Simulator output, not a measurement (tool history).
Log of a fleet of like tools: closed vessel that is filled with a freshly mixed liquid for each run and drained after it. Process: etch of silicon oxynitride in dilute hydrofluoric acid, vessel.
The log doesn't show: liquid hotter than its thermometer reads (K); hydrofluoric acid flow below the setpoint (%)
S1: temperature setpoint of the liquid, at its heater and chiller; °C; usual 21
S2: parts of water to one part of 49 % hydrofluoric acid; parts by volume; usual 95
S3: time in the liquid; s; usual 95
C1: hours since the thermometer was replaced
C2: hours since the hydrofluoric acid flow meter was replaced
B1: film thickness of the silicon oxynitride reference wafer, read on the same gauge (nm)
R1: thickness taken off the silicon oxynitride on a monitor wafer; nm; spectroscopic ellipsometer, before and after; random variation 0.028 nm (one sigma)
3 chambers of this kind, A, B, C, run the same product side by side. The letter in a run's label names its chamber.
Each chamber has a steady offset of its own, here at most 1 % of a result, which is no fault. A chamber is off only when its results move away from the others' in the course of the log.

run 1C hour=7.6 | S1=21 S2=95 S3=95 | C1=1041.1 C2=993.7 | B1=79.982 | R1=4.0662
run 2B hour=12.8 | S1=21 S2=95 S3=95 | C1=546.1 C2=115.5 | B1=79.969 | R1=4.1849
run 3A hour=22.5 | S1=21 S2=95 S3=95 | C1=1794.2 C2=882.8 | B1=79.993 | R1=4.1451
run 4A hour=31.7 | S1=21 S2=95 S3=95 | C1=1803.4 C2=892.0 | B1=79.983 | R1=4.1530
run 5C hour=38.5 | S1=21 S2=95 S3=95 | C1=1072.0 C2=1024.6 | B1=80.036 | R1=4.1231
run 6B hour=47.0 | S1=21 S2=95 S3=95 | C1=580.3 C2=149.7 | B1=79.964 | R1=4.1518
run 7A hour=53.9 | S1=21 S2=95 S3=95 | C1=1825.6 C2=914.2 | B1=79.976 | R1=4.1328
run 8C hour=63.8 | S1=21 S2=95 S3=95 | C1=1097.3 C2=1049.9 | B1=80.023 | R1=4.0837
run 9B hour=70.9 | S1=21 S2=95 S3=95 | C1=604.2 C2=173.6 | B1=80.026 | R1=4.1904
run 10A hour=78.1 | S1=21 S2=95 S3=95 | C1=1849.8 C2=938.4 | B1=79.988 | R1=4.1642
run 11C hour=84.9 | S1=21 S2=95 S3=95 | C1=1118.4 C2=1071.0 | B1=79.996 | R1=4.1006
run 12B hour=90.8 | S1=21 S2=95 S3=95 | C1=624.1 C2=193.5 | B1=79.973 | R1=4.1919
run 13C hour=97.9 | S1=21 S2=95 S3=95 | C1=1131.4 C2=1084.0 | B1=80.016 | R1=4.0927
run 14B hour=107.5 | S1=21 S2=120 S3=80 | C1=640.8 C2=210.2 | B1=80.011 | R1=2.7830
run 15A hour=114.8 | S1=21 S2=120 S3=80 | C1=1886.5 C2=975.1 | B1=80.007 | R1=2.7232
run 16B hour=121.1 | S1=21 S2=120 S3=80 | C1=654.4 C2=223.8 | B1=80.011 | R1=2.7888
run 17C hour=126.7 | S1=21 S2=95 S3=95 | C1=1160.2 C2=1112.8 | B1=80.013 | R1=4.0922
run 18A hour=136.3 | S1=21 S2=95 S3=95 | C1=1908.0 C2=996.6 | B1=80.012 | R1=4.1645
run 19B hour=140.7 | S1=21 S2=95 S3=95 | C1=674.0 C2=243.4 | B1=80.006 | R1=4.3002
run 20C hour=147.0 | S1=21 S2=95 S3=95 | C1=1180.5 C2=1133.1 | B1=80.018 | R1=4.1311
run 21A hour=156.1 | S1=21 S2=95 S3=95 | C1=1927.8 C2=1016.4 | B1=80.025 | R1=4.1771
run 22C hour=162.4 | S1=21 S2=95 S3=95 | C1=1195.9 C2=1148.5 | B1=79.997 | R1=4.1146
run 23B hour=169.3 | S1=21 S2=95 S3=95 | C1=702.6 C2=272.0 | B1=80.007 | R1=4.4124
run 24A hour=177.5 | S1=21 S2=95 S3=95 | C1=1949.2 C2=1037.8 | B1=79.999 | R1=4.1972
run 25A hour=186.0 | S1=21 S2=95 S3=135 | C1=1957.7 C2=1046.3 | B1=79.942 | R1=5.9180
run 26B hour=193.2 | S1=21 S2=95 S3=135 | C1=726.5 C2=295.9 | B1=79.953 | R1=6.2490
run 27C hour=198.4 | S1=21 S2=95 S3=135 | C1=1231.9 C2=1184.5 | B1=80.024 | R1=5.9041
run 28A hour=204.0 | S1=21 S2=95 S3=95 | C1=1975.7 C2=1064.3 | B1=80.024 | R1=4.1388
run 29C hour=208.5 | S1=21 S2=95 S3=95 | C1=1242.0 C2=1194.6 | B1=79.975 | R1=4.0646
run 30B hour=213.0 | S1=21 S2=95 S3=95 | C1=746.3 C2=315.7 | B1=79.995 | R1=4.3891
run 31A hour=221.1 | S1=21 S2=95 S3=95 | C1=1992.8 C2=1081.4 | B1=79.969 | R1=4.1883
run 32B hour=227.6 | S1=21 S2=95 S3=95 | C1=760.9 C2=330.3 | B1=79.987 | R1=4.4315
run 33C hour=235.5 | S1=21 S2=95 S3=95 | C1=1269.0 C2=1221.6 | B1=80.036 | R1=4.1218
run 34A hour=244.2 | S1=21 S2=95 S3=95 | C1=2015.9 C2=1104.5 | B1=79.983 | R1=4.1482
run 35C hour=253.4 | S1=21 S2=110 S3=65 | C1=1286.9 C2=1239.5 | B1=80.023 | R1=2.3777
run 36B hour=261.1 | S1=21 S2=110 S3=65 | C1=794.4 C2=363.8 | B1=79.977 | R1=2.6350

All 3 chambers run these settings next. Forecast each chamber's results:
run 37A hour=268.3 | S1=21 S2=95 S3=95 | R1=?
run 37B hour=268.3 | S1=21 S2=95 S3=95 | R1=?
run 37C hour=268.3 | S1=21 S2=95 S3=95 | R1=?

run=37A R1=4.1414
run=37B R1=4.5387
run=37C R1=4.0992
